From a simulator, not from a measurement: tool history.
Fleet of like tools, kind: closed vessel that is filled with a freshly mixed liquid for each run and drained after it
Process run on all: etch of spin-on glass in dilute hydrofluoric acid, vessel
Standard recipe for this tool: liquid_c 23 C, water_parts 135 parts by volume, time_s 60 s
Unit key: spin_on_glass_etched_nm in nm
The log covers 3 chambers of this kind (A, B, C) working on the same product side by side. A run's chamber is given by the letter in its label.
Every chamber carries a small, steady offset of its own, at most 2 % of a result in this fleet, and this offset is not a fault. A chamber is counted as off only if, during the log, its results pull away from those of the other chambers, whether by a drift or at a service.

| run | hour | liquid_c | water_parts | time_s | read-back film thickness of the spin-on glass reference wafer, read on the same gauge (nm) | spin_on_glass_etched_nm |
|---|---|---|---|---|---|---|
| 1A | 4.8 | 23 | 135 | 60 | 120.02 | 15.900 |
| 2B | 10.8 | 23 | 135 | 60 | 120.00 | 15.975 |
| 3C | 13.6 | 23 | 135 | 60 | 119.98 | 15.534 |
| 4C | 16.4 | 23 | 135 | 60 | 120.00 | 15.678 |
| 5A | 22.9 | 23 | 135 | 60 | 119.99 | 15.865 |
| 6B | 28.6 | 23 | 135 | 60 | 120.00 | 15.662 |
| 7C | 32.0 | 23 | 90 | 60 | 119.97 | 24.259 |
| 8B | 35.8 | 23 | 90 | 60 | 120.02 | 24.594 |
| 9A | 41.5 | 23 | 90 | 60 | 120.01 | 24.605 |
| 10B | 45.8 | 27 | 135 | 45 | 120.00 | 13.644 |
| 11A | 52.0 | 27 | 135 | 45 | 120.01 | 13.930 |
| 12C | 54.9 | 27 | 135 | 45 | 120.01 | 13.892 |
| 13C | 58.1 | 23 | 135 | 90 | 120.00 | 23.152 |
| 14A | 63.0 | 23 | 135 | 90 | 119.99 | 23.748 |
| 15B | 68.1 | 23 | 135 | 90 | 120.01 | 23.771 |
| 16A | 71.0 | 23 | 135 | 60 | 119.99 | 16.022 |
| 17C | 76.6 | 23 | 135 | 60 | 120.00 | 15.552 |
| 18B | 82.8 | 23 | 135 | 60 | 119.99 | 15.893 |
| 19B | 87.8 | 23 | 135 | 60 | 120.01 | 15.763 |
| 20A | 91.9 | 23 | 135 | 60 | 119.98 | 15.861 |
| 21C | 96.3 | 23 | 135 | 60 | 120.00 | 15.354 |
| 22A | 99.3 | 23 | 135 | 60 | 119.98 | 15.907 |
| 23C | 103.0 | 21 | 135 | 60 | 120.00 | 14.290 |

Is one chamber out of step, is the gauge drifting, or do the chambers differ by no more than their own small offsets? For an off chamber, give its letter and the likeliest cause.

Neither any chamber nor the gauge drifts; the chambers differ only by their own small, steady offsets.

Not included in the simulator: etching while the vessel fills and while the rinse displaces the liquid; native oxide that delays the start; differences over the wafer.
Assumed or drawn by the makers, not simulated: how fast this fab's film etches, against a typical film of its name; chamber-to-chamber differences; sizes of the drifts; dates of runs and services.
